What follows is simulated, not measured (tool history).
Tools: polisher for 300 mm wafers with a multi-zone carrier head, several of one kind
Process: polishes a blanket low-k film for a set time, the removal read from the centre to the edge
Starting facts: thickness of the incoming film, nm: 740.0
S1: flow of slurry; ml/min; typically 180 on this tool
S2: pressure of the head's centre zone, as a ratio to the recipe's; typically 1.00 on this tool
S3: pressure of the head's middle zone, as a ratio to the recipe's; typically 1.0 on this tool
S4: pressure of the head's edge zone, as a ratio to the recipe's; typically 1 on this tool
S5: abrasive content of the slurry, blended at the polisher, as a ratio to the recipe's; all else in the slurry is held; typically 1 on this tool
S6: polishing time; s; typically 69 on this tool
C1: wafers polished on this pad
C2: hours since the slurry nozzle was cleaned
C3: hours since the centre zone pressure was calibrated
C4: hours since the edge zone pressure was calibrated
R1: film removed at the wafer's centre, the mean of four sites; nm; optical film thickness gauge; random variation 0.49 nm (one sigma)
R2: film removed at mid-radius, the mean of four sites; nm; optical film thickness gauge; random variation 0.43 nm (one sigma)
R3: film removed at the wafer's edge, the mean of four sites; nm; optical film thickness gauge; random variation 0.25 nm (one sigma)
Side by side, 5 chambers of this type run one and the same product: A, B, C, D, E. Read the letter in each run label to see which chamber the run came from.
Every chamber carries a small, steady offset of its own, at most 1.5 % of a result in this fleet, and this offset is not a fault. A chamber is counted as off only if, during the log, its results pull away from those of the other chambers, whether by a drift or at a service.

| run | hour | S1 | S2 | S3 | S4 | S5 | S6 | C1 | C2 | C3 | C4 | R1 | R2 | R3 |
|---|---|---|---|---|---|---|---|---|---|---|---|---|---|---|
| 1E | 8.0 | 180 | 1.00 | 1.0 | 1 | 1 | 69 | 772 | 52.6 | 983.5 | 159.3 | 33.217 | 34.279 | 33.685 |
|  | 9.0 | chamber B: worn pad replaced by a new one |
| 2D | 11.9 | 180 | 1.00 | 1.0 | 1 | 1 | 69 | 578 | 77.6 | 743.6 | 1136.1 | 34.179 | 33.624 | 33.675 |
| 3A | 18.3 | 180 | 1.00 | 1.0 | 1 | 1 | 69 | 193 | 86.8 | 96.4 | 435.2 | 34.233 | 34.723 | 34.197 |
| 4B | 22.1 | 180 | 1.00 | 1.0 | 1 | 1 | 69 | 81 | 388.2 | 1102.8 | 579.0 | 34.184 | 34.241 | 33.653 |
| 5C | 26.5 | 180 | 1.00 | 1.0 | 1 | 1 | 69 | 179 | 112.8 | 495.3 | 43.1 | 34.873 | 33.281 | 33.828 |
| 6C | 30.8 | 180 | 1.00 | 1.0 | 1 | 1 | 69 | 206 | 117.1 | 499.6 | 47.4 | 33.579 | 34.414 | 33.843 |
|  | 34.3 | chamber E: worn pad replaced by a new one |
| 7D | 38.1 | 180 | 1.00 | 1.0 | 1 | 1 | 69 | 740 | 103.8 | 769.8 | 1162.3 | 33.883 | 34.272 | 34.049 |
| 8B | 45.4 | 180 | 1.00 | 1.0 | 1 | 1 | 69 | 225 | 411.5 | 1126.1 | 602.3 | 34.567 | 34.034 | 33.906 |
| 9E | 51.3 | 180 | 1.00 | 1.0 | 1 | 1 | 69 | 105 | 95.9 | 1026.8 | 202.6 | 33.001 | 34.831 | 33.606 |
| 10A | 56.6 | 180 | 1.00 | 1.0 | 1 | 1 | 69 | 429 | 125.1 | 134.7 | 473.5 | 34.698 | 34.330 | 33.717 |
|  | 58.7 | chamber D: worn pad replaced by a new one |
| 11E | 63.6 | 180 | 1.00 | 1.0 | 1 | 1 | 69 | 181 | 108.2 | 1039.1 | 214.9 | 33.844 | 34.412 | 34.288 |
|  | 64.9 | chamber B: edge zone pressure recalibrated |
|  | 66.4 | chamber E: centre zone pressure recalibrated |
| 12D | 71.5 | 180 | 1.00 | 1.0 | 1 | 1 | 69 | 79 | 137.2 | 803.2 | 1195.7 | 33.930 | 34.038 | 33.825 |
|  | 72.7 | chamber D: edge zone pressure recalibrated |
| 13B | 79.3 | 180 | 0.96 | 1.0 | 1 | 1 | 69 | 434 | 445.4 | 1160.0 | 14.4 | 32.952 | 34.638 | 34.436 |
| 14C | 86.9 | 180 | 0.96 | 1.0 | 1 | 1 | 69 | 552 | 173.2 | 555.7 | 103.5 | 32.777 | 33.542 | 34.232 |
| 15A | 91.0 | 180 | 0.96 | 1.0 | 1 | 1 | 69 | 642 | 159.5 | 169.1 | 507.9 | 31.738 | 33.851 | 33.694 |
| 16B | 95.5 | 180 | 0.96 | 1.0 | 1 | 1 | 69 | 535 | 461.6 | 1176.2 | 30.6 | 32.550 | 34.051 | 33.952 |
| 17E | 103.9 | 180 | 0.96 | 1.0 | 1 | 1 | 69 | 430 | 148.5 | 37.6 | 255.2 | 31.682 | 33.948 | 34.077 |
| 18D | 110.2 | 180 | 1.00 | 1.0 | 1 | 1 | 69 | 318 | 175.9 | 841.9 | 37.5 | 33.311 | 33.808 | 33.550 |
| 19C | 115.8 | 180 | 1.00 | 1.0 | 1 | 1 | 69 | 731 | 202.1 | 584.6 | 132.4 | 34.401 | 33.822 | 34.208 |
| 20A | 119.8 | 180 | 1.00 | 1.0 | 1 | 1 | 69 | 820 | 188.3 | 197.9 | 536.7 | 33.052 | 33.211 | 33.557 |
|  | 123.2 | chamber A: worn pad replaced by a new one |
| 21E | 125.3 | 180 | 1.00 | 1.0 | 1 | 1 | 69 | 562 | 169.9 | 59.0 | 276.6 | 34.144 | 33.563 | 34.030 |
|  | 127.3 | chamber B: worn pad replaced by a new one |
| 22D | 130.1 | 180 | 1.00 | 1.0 | 1 | 1 | 85 | 441 | 195.8 | 861.8 | 57.4 | 41.971 | 41.975 | 41.385 |
| 23A | 134.2 | 180 | 1.00 | 1.0 | 1 | 1 | 85 | 68 | 202.7 | 212.3 | 551.1 | 39.680 | 40.983 | 40.364 |
| 24C | 139.8 | 180 | 1.00 | 1.0 | 1 | 1 | 85 | 879 | 226.1 | 608.6 | 156.4 | 42.322 | 42.048 | 41.432 |
| 25B | 148.2 | 180 | 1.00 | 1.0 | 1 | 1 | 85 | 129 | 514.3 | 1228.9 | 83.3 | 41.621 | 41.560 | 41.858 |
| 26B | 156.6 | 180 | 1.00 | 1.0 | 1 | 1 | 85 | 181 | 522.7 | 1237.3 | 91.7 | 42.004 | 42.010 | 41.823 |
| 27E | 163.9 | 180 | 0.91 | 1.1 | 1 | 1 | 69 | 801 | 208.5 | 97.6 | 315.2 | 30.496 | 36.958 | 34.146 |
|  | 168.9 | chamber C: worn pad replaced by a new one |
| 28C | 171.1 | 180 | 0.91 | 1.1 | 1 | 1 | 69 | 13 | 257.4 | 639.9 | 187.7 | 31.138 | 37.261 | 33.751 |
| 29A | 177.4 | 180 | 0.91 | 1.1 | 1 | 1 | 69 | 335 | 245.9 | 255.5 | 594.3 | 28.877 | 35.182 | 32.946 |
| 30D | 181.8 | 180 | 0.91 | 1.1 | 1 | 1 | 69 | 760 | 247.5 | 913.5 | 109.1 | 30.358 | 36.844 | 33.612 |
| 31A | 186.0 | 180 | 0.91 | 1.1 | 1 | 1 | 69 | 388 | 254.5 | 264.1 | 602.9 | 28.906 | 36.214 | 32.353 |
| 32D | 193.7 | 180 | 1.00 | 1.0 | 1 | 1 | 69 | 834 | 259.4 | 925.4 | 121.0 | 33.629 | 33.908 | 34.009 |
|  | 200.0 | chamber D: worn pad replaced by a new one |
|  | 200.5 | chamber E: worn pad replaced by a new one |
| 33E | 201.2 | 180 | 1.00 | 1.0 | 1 | 1 | 69 | 4 | 245.8 | 134.9 | 352.5 | 34.527 | 34.002 | 34.314 |
| 34C | 206.0 | 180 | 1.00 | 1.0 | 1 | 1 | 69 | 229 | 292.3 | 674.8 | 222.6 | 33.320 | 33.999 | 34.244 |
| 35B | 212.6 | 180 | 1.00 | 1.0 | 1 | 1 | 69 | 527 | 578.7 | 1293.3 | 147.7 | 34.124 | 34.978 | 33.934 |
| 36D | 217.0 | 180 | 1.00 | 1.0 | 1 | 1 | 69 | 105 | 282.7 | 948.7 | 144.3 | 34.100 | 33.912 | 33.673 |

Each of the 5 chambers runs these same settings next. Fill in every chamber's results:
| 37A | 223.1 | 180 | 1.00 | 1.0 | 1 | 1 | 69 |  |  |  |  | ? | ? | ? |
| 37B | 223.1 | 180 | 1.00 | 1.0 | 1 | 1 | 69 |  |  |  |  | ? | ? | ? |
| 37C | 223.1 | 180 | 1.00 | 1.0 | 1 | 1 | 69 |  |  |  |  | ? | ? | ? |
| 37D | 223.1 | 180 | 1.00 | 1.0 | 1 | 1 | 69 |  |  |  |  | ? | ? | ? |
| 37E | 223.1 | 180 | 1.00 | 1.0 | 1 | 1 | 69 |  |  |  |  | ? | ? | ? |

| run | R1 | R2 | R3 |
|---|---|---|---|
| 37A | 30.419 | 31.160 | 31.770 |
| 37B | 34.056 | 35.111 | 34.157 |
| 37C | 34.542 | 33.337 | 33.822 |
| 37D | 34.476 | 33.908 | 33.322 |
| 37E | 34.328 | 33.632 | 34.119 |

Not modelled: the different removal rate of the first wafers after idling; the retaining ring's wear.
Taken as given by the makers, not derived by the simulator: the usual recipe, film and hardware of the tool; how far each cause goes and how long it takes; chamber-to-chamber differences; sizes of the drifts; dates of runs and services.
